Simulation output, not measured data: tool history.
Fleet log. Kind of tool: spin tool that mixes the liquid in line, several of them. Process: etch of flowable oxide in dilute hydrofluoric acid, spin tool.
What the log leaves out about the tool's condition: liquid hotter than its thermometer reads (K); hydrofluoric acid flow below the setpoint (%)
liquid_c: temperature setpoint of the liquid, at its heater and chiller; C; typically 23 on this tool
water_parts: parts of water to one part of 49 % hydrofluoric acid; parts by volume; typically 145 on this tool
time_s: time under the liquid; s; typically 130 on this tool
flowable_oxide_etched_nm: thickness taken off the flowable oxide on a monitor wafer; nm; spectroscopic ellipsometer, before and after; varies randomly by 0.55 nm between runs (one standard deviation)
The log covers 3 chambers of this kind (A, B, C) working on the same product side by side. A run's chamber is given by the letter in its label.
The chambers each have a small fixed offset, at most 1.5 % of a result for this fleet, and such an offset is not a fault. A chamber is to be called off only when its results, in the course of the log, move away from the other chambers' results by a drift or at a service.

| run | hour | liquid_c | water_parts | time_s | hours since the thermometer was replaced | hours since the hydrofluoric acid flow meter was replaced | read-back film thickness of the flowable oxide reference wafer, read on the same gauge (nm) | flowable_oxide_etched_nm |
|---|---|---|---|---|---|---|---|---|
| 1B | 7.2 | 23 | 145 | 130 | 47.2 | 376.6 | 80.006 | 56.4 |
| 2A | 13.9 | 23 | 145 | 130 | 264.7 | 962.1 | 79.999 | 56.072 |
| 3C | 27.8 | 23 | 145 | 130 | 458.1 | 323.8 | 80.035 | 56.888 |
| 4A | 38 | 23 | 145 | 130 | 288.8 | 986.2 | 80.002 | 55.855 |
| 5C | 47.7 | 24.5 | 185 | 130 | 478 | 343.7 | 79.999 | 44.981 |
| 6B | 54.4 | 24.5 | 185 | 130 | 94.4 | 423.8 | 80.008 | 45.352 |
| 7B | 65 | 24.5 | 185 | 130 | 105 | 434.4 | 80.017 | 44.799 |
| 8C | 73.2 | 23 | 145 | 130 | 503.5 | 369.2 | 80.006 | 56.697 |
| 9A | 82.5 | 23 | 145 | 130 | 333.3 | 1030.7 | 80.005 | 56.047 |
| 10A | 94.6 | 23 | 145 | 130 | 345.4 | 1042.8 | 79.988 | 55.52 |
| 11C | 104.5 | 23 | 145 | 130 | 534.8 | 400.5 | 79.984 | 56.706 |
| 12B | 112.7 | 23 | 145 | 130 | 152.7 | 482.1 | 79.981 | 55.452 |
| 13C | 122.8 | 23 | 145 | 130 | 553.1 | 418.8 | 80.002 | 56.982 |
| 14A | 133.5 | 23 | 145 | 130 | 384.3 | 1081.7 | 80.002 | 55.651 |
| 15B | 144.4 | 23 | 145 | 130 | 184.4 | 513.8 | 79.986 | 55.167 |
| 16A | 150.6 | 23 | 145 | 130 | 401.4 | 1098.8 | 79.995 | 56.832 |
| 17C | 163.1 | 23 | 145 | 130 | 593.4 | 459.1 | 80.012 | 56.154 |
| 18B | 174.7 | 23 | 145 | 130 | 214.7 | 544.1 | 80.023 | 54.658 |
| 19C | 188.2 | 23 | 205 | 130 | 618.5 | 484.2 | 80.007 | 38.197 |
| 20A | 199.9 | 23 | 205 | 130 | 450.7 | 1148.1 | 79.992 | 37.107 |
| 21B | 206.1 | 23 | 205 | 130 | 246.1 | 575.5 | 79.982 | 35.377 |
| 22A | 218.1 | 21 | 145 | 130 | 468.9 | 1166.3 | 79.997 | 51.508 |
| 23C | 226.2 | 21 | 145 | 130 | 656.5 | 522.2 | 79.997 | 52.471 |
| 24B | 234.8 | 21 | 145 | 130 | 274.8 | 604.2 | 79.993 | 49.099 |
| 25B | 244.2 | 23 | 145 | 130 | 284.2 | 613.6 | 79.981 | 52.681 |
| 26A | 253.3 | 23 | 145 | 130 | 504.1 | 1201.5 | 80.002 | 56.566 |
| 27C | 267 | 23 | 145 | 130 | 697.3 | 563 | 80.009 | 57.114 |

Read the log: is a single chamber off, either drifting away or since a service, is the gauge that measures every chamber drifting, or is nothing wrong beyond small per-chamber offsets? Name any odd chamber and what most likely caused it.

Little by little, chamber B moves away from the other chambers.
Likeliest cause: hydrofluoric acid flow below the setpoint (%) = 7.67.
It could be hard to tell apart here from: liquid colder than its thermometer reads (K).

Chamber B could run next with any of the 4 candidate recipes listed below; each alters the usual settings, and their results appear as question marks. Which one brings its results back in line with what the other chambers deliver on the usual settings?
Allowed miss from the other chambers' usual-settings mean, per result, to count as in line: flowable_oxide_etched_nm 1.9 nm
| 28B-1 | 277 | 23 | 145 | 120 |  |  |  | ? |
| 28B-2 | 277 | 23 | 145 | 140 |  |  |  | ? |
| 28B-3 | 277 | 23 | 145 | 155 |  |  |  | ? |
| 28B-4 | 277 | 23 | 170 | 130 |  |  |  | ? |

The other chambers' mean on the usual settings: flowable_oxide_etched_nm 56.436 nm
| run | flowable_oxide_etched_nm |
|---|---|
| 28B-1 | 48.087 |
| 28B-2 | 56.101 |
| 28B-3 | 62.112 |
| 28B-4 | 43.198 |
With 28B-2, the chamber falls back in line with the rest.
